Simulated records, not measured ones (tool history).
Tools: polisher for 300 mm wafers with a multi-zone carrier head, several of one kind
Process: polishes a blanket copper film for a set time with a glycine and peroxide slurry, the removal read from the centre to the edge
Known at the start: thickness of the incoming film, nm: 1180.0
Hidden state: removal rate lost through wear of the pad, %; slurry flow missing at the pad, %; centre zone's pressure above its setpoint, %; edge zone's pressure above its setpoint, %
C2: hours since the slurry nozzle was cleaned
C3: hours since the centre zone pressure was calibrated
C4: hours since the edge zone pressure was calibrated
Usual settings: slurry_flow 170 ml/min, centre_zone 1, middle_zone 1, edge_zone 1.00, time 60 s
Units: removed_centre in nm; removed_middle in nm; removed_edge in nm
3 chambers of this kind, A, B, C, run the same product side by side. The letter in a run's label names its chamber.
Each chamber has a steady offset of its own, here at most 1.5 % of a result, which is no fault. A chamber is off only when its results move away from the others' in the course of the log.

run 1B hour=11.3 | slurry_flow=170 centre_zone=1 middle_zone=1 edge_zone=1.00 time=60 | wafers_polished_on_this_pad=602 C2=667.9 C3=387.5 C4=237.4 | removed_centre=478.25 removed_middle=479.61 removed_edge=483.17
run 2C hour=19.3 | slurry_flow=170 centre_zone=1 middle_zone=1 edge_zone=1.00 time=60 | wafers_polished_on_this_pad=850 C2=92.7 C3=481.1 C4=371.0 | removed_centre=466.51 removed_middle=489.50 removed_edge=473.52
-- hour=24.9 chamber A: worn pad replaced by a new one
run 3A hour=27.0 | slurry_flow=170 centre_zone=1 middle_zone=1 edge_zone=1.00 time=60 | wafers_polished_on_this_pad=19 C2=219.6 C3=756.1 C4=1077.0 | removed_centre=485.50 removed_middle=481.22 removed_edge=481.01
-- hour=36.7 chamber B: worn pad replaced by a new one
run 4B hour=38.5 | slurry_flow=170 centre_zone=1 middle_zone=1 edge_zone=1.00 time=60 | wafers_polished_on_this_pad=17 C2=695.1 C3=414.7 C4=264.6 | removed_centre=474.89 removed_middle=473.12 removed_edge=485.32
run 5A hour=48.4 | slurry_flow=170 centre_zone=1 middle_zone=1 edge_zone=1.00 time=60 | wafers_polished_on_this_pad=215 C2=241.0 C3=777.5 C4=1098.4 | removed_centre=477.67 removed_middle=479.96 removed_edge=475.72
-- hour=51.2 chamber B: slurry nozzle cleaned
run 6C hour=62.3 | slurry_flow=170 centre_zone=1 middle_zone=1 edge_zone=1.00 time=60 | wafers_polished_on_this_pad=1243 C2=135.7 C3=524.1 C4=414.0 | removed_centre=489.22 removed_middle=480.56 removed_edge=481.61
run 7C hour=76.3 | slurry_flow=170 centre_zone=1 middle_zone=1 edge_zone=1.00 time=60 | wafers_polished_on_this_pad=1371 C2=149.7 C3=538.1 C4=428.0 | removed_centre=473.72 removed_middle=484.74 removed_edge=488.45
run 8A hour=88.2 | slurry_flow=170 centre_zone=1 middle_zone=1 edge_zone=1.00 time=60 | wafers_polished_on_this_pad=579 C2=280.8 C3=817.3 C4=1138.2 | removed_centre=487.16 removed_middle=481.64 removed_edge=486.29
-- hour=96.7 chamber C: worn pad replaced by a new one
run 9B hour=99.3 | slurry_flow=170 centre_zone=1 middle_zone=1 edge_zone=1.00 time=60 | wafers_polished_on_this_pad=573 C2=48.2 C3=475.5 C4=325.4 | removed_centre=481.06 removed_middle=483.11 removed_edge=482.25
run 10B hour=106.9 | slurry_flow=170 centre_zone=1 middle_zone=1 edge_zone=1.00 time=60 | wafers_polished_on_this_pad=643 C2=55.8 C3=483.1 C4=333.0 | removed_centre=485.82 removed_middle=479.09 removed_edge=483.87
-- hour=119.5 chamber A: worn pad replaced by a new one
run 11A hour=121.6 | slurry_flow=170 centre_zone=1 middle_zone=1 edge_zone=1.00 time=60 | wafers_polished_on_this_pad=19 C2=314.2 C3=850.7 C4=1171.6 | removed_centre=484.67 removed_middle=472.19 removed_edge=483.22
run 12C hour=133.3 | slurry_flow=170 centre_zone=1 middle_zone=1 edge_zone=1.00 time=60 | wafers_polished_on_this_pad=335 C2=206.7 C3=595.1 C4=485.0 | removed_centre=484.53 removed_middle=484.73 removed_edge=481.97
-- hour=143.5 chamber B: worn pad replaced by a new one
run 13A hour=145.0 | slurry_flow=170 centre_zone=1 middle_zone=1 edge_zone=1.00 time=60 | wafers_polished_on_this_pad=233 C2=337.6 C3=874.1 C4=1195.0 | removed_centre=481.26 removed_middle=479.49 removed_edge=480.22
run 14C hour=157.0 | slurry_flow=170 centre_zone=1 middle_zone=1 edge_zone=1.00 time=60 | wafers_polished_on_this_pad=552 C2=230.4 C3=618.8 C4=508.7 | removed_centre=475.96 removed_middle=484.32 removed_edge=480.70
run 15B hour=171.3 | slurry_flow=170 centre_zone=1 middle_zone=1 edge_zone=1.00 time=60 | wafers_polished_on_this_pad=255 C2=120.2 C3=547.5 C4=397.4 | removed_centre=489.31 removed_middle=482.70 removed_edge=477.03
-- hour=181.2 chamber C: slurry nozzle cleaned
run 16C hour=184.5 | slurry_flow=170 centre_zone=1 middle_zone=1 edge_zone=1.00 time=60 | wafers_polished_on_this_pad=804 C2=3.3 C3=646.3 C4=536.2 | removed_centre=469.77 removed_middle=479.02 removed_edge=477.79
run 17B hour=195.5 | slurry_flow=170 centre_zone=1 middle_zone=1 edge_zone=1.00 time=60 | wafers_polished_on_this_pad=476 C2=144.4 C3=571.7 C4=421.6 | removed_centre=500.29 removed_middle=481.17 removed_edge=482.31
-- hour=205.7 chamber A: centre zone pressure recalibrated
run 18A hour=206.8 | slurry_flow=170 centre_zone=1 middle_zone=1 edge_zone=1.00 time=60 | wafers_polished_on_this_pad=799 C2=399.4 C3=1.1 C4=1256.8 | removed_centre=473.50 removed_middle=474.95 removed_edge=476.47
run 19A hour=218.4 | slurry_flow=150 centre_zone=1 middle_zone=1 edge_zone=1.11 time=60 | wafers_polished_on_this_pad=905 C2=411.0 C3=12.7 C4=1268.4 | removed_centre=481.10 removed_middle=466.00 removed_edge=500.24
-- hour=231.4 chamber A: worn pad replaced by a new one
run 20B hour=232.2 | slurry_flow=150 centre_zone=1 middle_zone=1 edge_zone=1.11 time=60 | wafers_polished_on_this_pad=812 C2=181.1 C3=608.4 C4=458.3 | removed_centre=499.40 removed_middle=473.92 removed_edge=505.94
run 21C hour=244.5 | slurry_flow=150 centre_zone=1 middle_zone=1 edge_zone=1.11 time=60 | wafers_polished_on_this_pad=1353 C2=63.3 C3=706.3 C4=596.2 | removed_centre=456.18 removed_middle=471.02 removed_edge=494.91
run 22B hour=251.2 | slurry_flow=170 centre_zone=1 middle_zone=1 edge_zone=1.00 time=60 | wafers_polished_on_this_pad=986 C2=200.1 C3=627.4 C4=477.3 | removed_centre=510.68 removed_middle=487.89 removed_edge=483.87
-- hour=255.7 chamber B: worn pad replaced by a new one
run 23A hour=264.4 | slurry_flow=170 centre_zone=1 middle_zone=1 edge_zone=1.00 time=60 | wafers_polished_on_this_pad=302 C2=457.0 C3=58.7 C4=1314.4 | removed_centre=485.45 removed_middle=471.49 removed_edge=483.91
-- hour=270.8 chamber A: edge zone pressure recalibrated
-- hour=271.2 chamber C: worn pad replaced by a new one
run 24C hour=277.3 | slurry_flow=170 centre_zone=1 middle_zone=1 edge_zone=1.00 time=60 | wafers_polished_on_this_pad=55 C2=96.1 C3=739.1 C4=629.0 | removed_centre=479.26 removed_middle=480.72 removed_edge=487.18
run 25B hour=292.0 | slurry_flow=170 centre_zone=1 middle_zone=1 edge_zone=1.00 time=60 | wafers_polished_on_this_pad=332 C2=240.9 C3=668.2 C4=518.1 | removed_centre=520.39 removed_middle=481.47 removed_edge=483.75
run 26A hour=305.1 | slurry_flow=120 centre_zone=1 middle_zone=1 edge_zone=1.00 time=60 | wafers_polished_on_this_pad=674 C2=497.7 C3=99.4 C4=34.3 | removed_centre=445.21 removed_middle=443.77 removed_edge=454.62
run 27C hour=313.7 | slurry_flow=120 centre_zone=1 middle_zone=1 edge_zone=1.00 time=60 | wafers_polished_on_this_pad=389 C2=132.5 C3=775.5 C4=665.4 | removed_centre=445.60 removed_middle=449.27 removed_edge=454.69
-- hour=326.3 chamber A: worn pad replaced by a new one
run 28C hour=326.7 | slurry_flow=120 centre_zone=1 middle_zone=1 edge_zone=1.00 time=60 | wafers_polished_on_this_pad=508 C2=145.5 C3=788.5 C4=678.4 | removed_centre=445.40 removed_middle=454.92 removed_edge=452.81
run 29A hour=339.8 | slurry_flow=170 centre_zone=1 middle_zone=1 edge_zone=1.00 time=60 | wafers_polished_on_this_pad=124 C2=532.4 C3=134.1 C4=69.0 | removed_centre=473.95 removed_middle=480.47 removed_edge=484.77
run 30B hour=351.3 | slurry_flow=170 centre_zone=1 middle_zone=1 edge_zone=1.00 time=60 | wafers_polished_on_this_pad=875 C2=300.2 C3=727.5 C4=577.4 | removed_centre=515.14 removed_middle=483.04 removed_edge=480.85
-- hour=357.9 chamber B: worn pad replaced by a new one
run 31C hour=366.7 | slurry_flow=170 centre_zone=1 middle_zone=1 edge_zone=1.00 time=60 | wafers_polished_on_this_pad=874 C2=185.5 C3=828.5 C4=718.4 | removed_centre=487.66 removed_middle=473.27 removed_edge=486.84
run 32A hour=379.9 | slurry_flow=170 centre_zone=1 middle_zone=1 edge_zone=1.00 time=60 | wafers_polished_on_this_pad=491 C2=572.5 C3=174.2 C4=109.1 | removed_centre=487.16 removed_middle=475.24 removed_edge=483.65
run 33B hour=392.1 | slurry_flow=170 centre_zone=1 middle_zone=1 edge_zone=1.00 time=60 | wafers_polished_on_this_pad=313 C2=341.0 C3=768.3 C4=618.2 | removed_centre=536.63 removed_middle=482.82 removed_edge=481.03
run 34B hour=400.6 | slurry_flow=130 centre_zone=1 middle_zone=1 edge_zone=1.00 time=60 | wafers_polished_on_this_pad=391 C2=349.5 C3=776.8 C4=626.7 | removed_centre=493.77 removed_middle=459.54 removed_edge=468.28
run 35C hour=412.9 | slurry_flow=130 centre_zone=1 middle_zone=1 edge_zone=1.00 time=60 | wafers_polished_on_this_pad=1297 C2=231.7 C3=874.7 C4=764.6 | removed_centre=449.20 removed_middle=457.25 removed_edge=461.30
-- hour=415.5 chamber C: worn pad replaced by a new one
run 36A hour=423.5 | slurry_flow=130 centre_zone=1 middle_zone=1 edge_zone=1.00 time=60 | wafers_polished_on_this_pad=890 C2=616.1 C3=217.8 C4=152.7 | removed_centre=452.75 removed_middle=450.16 removed_edge=463.75
run 37B hour=430.6 | slurry_flow=170 centre_zone=1 middle_zone=1 edge_zone=1.00 time=60 | wafers_polished_on_this_pad=665 C2=379.5 C3=806.8 C4=656.7 | removed_centre=549.03 removed_middle=476.33 removed_edge=485.95
run 38C hour=444.3 | slurry_flow=170 centre_zone=1 middle_zone=1 edge_zone=1.00 time=60 | wafers_polished_on_this_pad=264 C2=263.1 C3=906.1 C4=796.0 | removed_centre=487.31 removed_middle=480.06 removed_edge=487.32

What goes on in this fleet: one chamber off, a drifting gauge, or nothing beyond the chambers' own small offsets? Name the chamber and the cause, if any.

Chamber B drifts away from the others.
Cause: centre zone's pressure above its setpoint, % = 11.7.

Here are 4 candidates for chamber B's next run, each the usual settings with a change, their results left as question marks. Which one brings its results back in line with what the others give on the usual settings?
In line means no further than this from the other chambers' mean on the usual settings: removed_centre 23.00 nm; removed_middle 13.00 nm; removed_edge 12.00 nm
run 39B-1 hour=455.4 | slurry_flow=170 centre_zone=0.97 middle_zone=1.01 edge_zone=1.01 time=60 | removed_centre=? removed_middle=? removed_edge=?
run 39B-2 hour=455.4 | slurry_flow=170 centre_zone=1.03 middle_zone=0.99 edge_zone=0.99 time=60 | removed_centre=? removed_middle=? removed_edge=?
run 39B-3 hour=455.4 | slurry_flow=165 centre_zone=0.90 middle_zone=1.02 edge_zone=1.03 time=59 | removed_centre=? removed_middle=? removed_edge=?
run 39B-4 hour=455.4 | slurry_flow=175 centre_zone=1.10 middle_zone=0.98 edge_zone=0.97 time=61 | removed_centre=? removed_middle=? removed_edge=?

The other chambers' mean on the usual settings: removed_centre 478.82 nm; removed_middle 479.80 nm; removed_edge 481.25 nm
run=39B-1 removed_centre=530.31 removed_middle=486.24 removed_edge=485.21
run=39B-2 removed_centre=566.10 removed_middle=477.27 removed_edge=480.32
run=39B-3 removed_centre=477.57 removed_middle=480.19 removed_edge=480.18
run=39B-4 removed_centre=621.42 removed_middle=482.88 removed_edge=484.99
39B-3 brings the chamber back in line.
